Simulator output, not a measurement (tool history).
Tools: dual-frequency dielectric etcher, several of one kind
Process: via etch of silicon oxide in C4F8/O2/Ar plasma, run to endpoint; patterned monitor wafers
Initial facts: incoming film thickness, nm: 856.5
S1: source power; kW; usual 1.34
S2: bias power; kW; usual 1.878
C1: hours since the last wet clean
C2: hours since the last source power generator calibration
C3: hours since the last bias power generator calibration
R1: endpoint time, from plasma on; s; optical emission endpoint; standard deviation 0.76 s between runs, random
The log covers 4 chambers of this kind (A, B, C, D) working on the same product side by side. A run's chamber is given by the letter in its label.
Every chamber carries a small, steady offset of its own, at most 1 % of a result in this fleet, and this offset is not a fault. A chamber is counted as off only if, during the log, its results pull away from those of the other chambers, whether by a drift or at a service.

{"run": "1C", "hour": 8.4, "S1": 1.34, "S2": 1.878, "C1": 365.9, "C2": 1341.2, "C3": 800.6, "R1": 202.98}
{"run": "2B", "hour": 16.8, "S1": 1.34, "S2": 1.878, "C1": 371, "C2": 3167.1, "C3": 1802.2, "R1": 203.48}
{"run": "3D", "hour": 28.1, "S1": 1.34, "S2": 1.878, "C1": 407.5, "C2": 339.3, "C3": 768.8, "R1": 200.08}
{"run": "4A", "hour": 39.3, "S1": 1.34, "S2": 1.878, "C1": 446.6, "C2": 790.2, "C3": 1501.7, "R1": 200.41}
{"run": "5A", "hour": 52.7, "S1": 1.6, "S2": 1.696, "C1": 460, "C2": 803.6, "C3": 1515.1, "R1": 191.86}
{"run": "6C", "hour": 63.7, "S1": 1.6, "S2": 1.696, "C1": 421.2, "C2": 1396.5, "C3": 855.9, "R1": 194.37}
{"hour": 72.2, "done": "chamber B: bias power generator calibrated"}
{"run": "7D", "hour": 75.1, "S1": 1.6, "S2": 1.696, "C1": 454.5, "C2": 386.3, "C3": 815.8, "R1": 191.51}
{"run": "8B", "hour": 89.4, "S1": 1.6, "S2": 1.696, "C1": 443.6, "C2": 3239.7, "C3": 17.2, "R1": 195.15}
{"hour": 93.6, "done": "chamber D: wet clean of the chamber"}
{"run": "9C", "hour": 100.1, "S1": 1.34, "S2": 1.878, "C1": 457.6, "C2": 1432.9, "C3": 892.3, "R1": 203.17}
{"hour": 108.0, "done": "chamber A: wet clean of the chamber"}
{"run": "10D", "hour": 114.7, "S1": 1.34, "S2": 1.878, "C1": 21.1, "C2": 425.9, "C3": 855.4, "R1": 199.43}
{"run": "11B", "hour": 127.2, "S1": 1.34, "S2": 1.878, "C1": 481.4, "C2": 3277.5, "C3": 55, "R1": 202.41}
{"run": "12A", "hour": 136.1, "S1": 1.34, "S2": 1.878, "C1": 28.1, "C2": 887, "C3": 1598.5, "R1": 198.78}
{"hour": 143.1, "done": "chamber C: wet clean of the chamber"}
{"run": "13B", "hour": 144.1, "S1": 1.34, "S2": 1.878, "C1": 498.3, "C2": 3294.4, "C3": 71.9, "R1": 203.32}
{"run": "14D", "hour": 158.3, "S1": 1.63, "S2": 1.878, "C1": 64.7, "C2": 469.5, "C3": 899, "R1": 185.79}
{"run": "15C", "hour": 172.5, "S1": 1.63, "S2": 1.878, "C1": 29.4, "C2": 1505.3, "C3": 964.7, "R1": 186.74}
{"run": "16A", "hour": 181.2, "S1": 1.63, "S2": 1.878, "C1": 73.2, "C2": 932.1, "C3": 1643.6, "R1": 185.14}
{"run": "17C", "hour": 193.1, "S1": 1.63, "S2": 1.878, "C1": 50, "C2": 1525.9, "C3": 985.3, "R1": 187.93}
{"hour": 199.0, "done": "chamber B: wet clean of the chamber"}
{"run": "18B", "hour": 203.7, "S1": 1.34, "S2": 1.878, "C1": 4.7, "C2": 3354, "C3": 131.5, "R1": 202.14}
{"hour": 209.2, "done": "chamber A: bias power generator calibrated"}
{"run": "19A", "hour": 215.0, "S1": 1.34, "S2": 1.878, "C1": 107, "C2": 965.9, "C3": 5.8, "R1": 200.81}
{"run": "20D", "hour": 231.3, "S1": 1.34, "S2": 1.878, "C1": 137.7, "C2": 542.5, "C3": 972, "R1": 200.19}
{"run": "21B", "hour": 241.2, "S1": 1.34, "S2": 1.878, "C1": 42.2, "C2": 3391.5, "C3": 169, "R1": 203.87}
{"run": "22C", "hour": 255.2, "S1": 1.34, "S2": 1.878, "C1": 112.1, "C2": 1588, "C3": 1047.4, "R1": 203.11}
{"run": "23A", "hour": 269.8, "S1": 1.34, "S2": 1.878, "C1": 161.8, "C2": 1020.7, "C3": 60.6, "R1": 201.45}
{"run": "24D", "hour": 285.6, "S1": 1.34, "S2": 1.878, "C1": 192, "C2": 596.8, "C3": 1026.3, "R1": 201.71}
{"run": "25C", "hour": 299.1, "S1": 1.34, "S2": 1.878, "C1": 156, "C2": 1631.9, "C3": 1091.3, "R1": 202.63}
{"run": "26A", "hour": 313.9, "S1": 1.22, "S2": 1.878, "C1": 205.9, "C2": 1064.8, "C3": 104.7, "R1": 207.77}
{"run": "27D", "hour": 322.6, "S1": 1.22, "S2": 1.878, "C1": 229, "C2": 633.8, "C3": 1063.3, "R1": 210.24}
{"run": "28B", "hour": 331.0, "S1": 1.22, "S2": 1.878, "C1": 132, "C2": 3481.3, "C3": 258.8, "R1": 210.02}
{"run": "29A", "hour": 342.8, "S1": 1.22, "S2": 1.878, "C1": 234.8, "C2": 1093.7, "C3": 133.6, "R1": 207.26}
{"run": "30C", "hour": 356.2, "S1": 1.34, "S2": 1.878, "C1": 213.1, "C2": 1689, "C3": 1148.4, "R1": 202.63}
{"run": "31B", "hour": 364.6, "S1": 1.19, "S2": 1.878, "C1": 165.6, "C2": 3514.9, "C3": 292.4, "R1": 212.96}
{"run": "32D", "hour": 372.8, "S1": 1.19, "S2": 1.878, "C1": 279.2, "C2": 684, "C3": 1113.5, "R1": 210.63}
{"run": "33A", "hour": 387.7, "S1": 1.19, "S2": 1.878, "C1": 279.7, "C2": 1138.6, "C3": 178.5, "R1": 210.37}
{"run": "34D", "hour": 398.0, "S1": 1.19, "S2": 1.878, "C1": 304.4, "C2": 709.2, "C3": 1138.7, "R1": 210.51}
{"run": "35B", "hour": 405.4, "S1": 1.34, "S2": 1.878, "C1": 206.4, "C2": 3555.7, "C3": 333.2, "R1": 204.09}
{"run": "36C", "hour": 419.3, "S1": 1.34, "S2": 1.878, "C1": 276.2, "C2": 1752.1, "C3": 1211.5, "R1": 203.61}
{"run": "37D", "hour": 430.1, "S1": 1.34, "S2": 1.878, "C1": 336.5, "C2": 741.3, "C3": 1170.8, "R1": 201.1}
{"run": "38A", "hour": 440.9, "S1": 1.34, "S2": 1.878, "C1": 332.9, "C2": 1191.8, "C3": 231.7, "R1": 200.53}
{"run": "39C", "hour": 452.6, "S1": 1.34, "S2": 1.878, "C1": 309.5, "C2": 1785.4, "C3": 1244.8, "R1": 203.88}
{"run": "40B", "hour": 459.8, "S1": 1.34, "S2": 1.878, "C1": 260.8, "C2": 3610.1, "C3": 387.6, "R1": 205.01}
{"run": "41B", "hour": 474.1, "S1": 1.48, "S2": 2.062, "C1": 275.1, "C2": 3624.4, "C3": 401.9, "R1": 189.84}
{"run": "42D", "hour": 485.6, "S1": 1.48, "S2": 2.062, "C1": 392, "C2": 796.8, "C3": 1226.3, "R1": 187.98}
{"run": "43C", "hour": 495.2, "S1": 1.48, "S2": 2.062, "C1": 352.1, "C2": 1828, "C3": 1287.4, "R1": 190.07}

Is one chamber out of step, is the gauge drifting, or do the chambers differ by no more than their own small offsets? For an off chamber, give its letter and the likeliest cause.

Beyond each chamber's small constant offset nothing stands out, and the gauge stays steady.
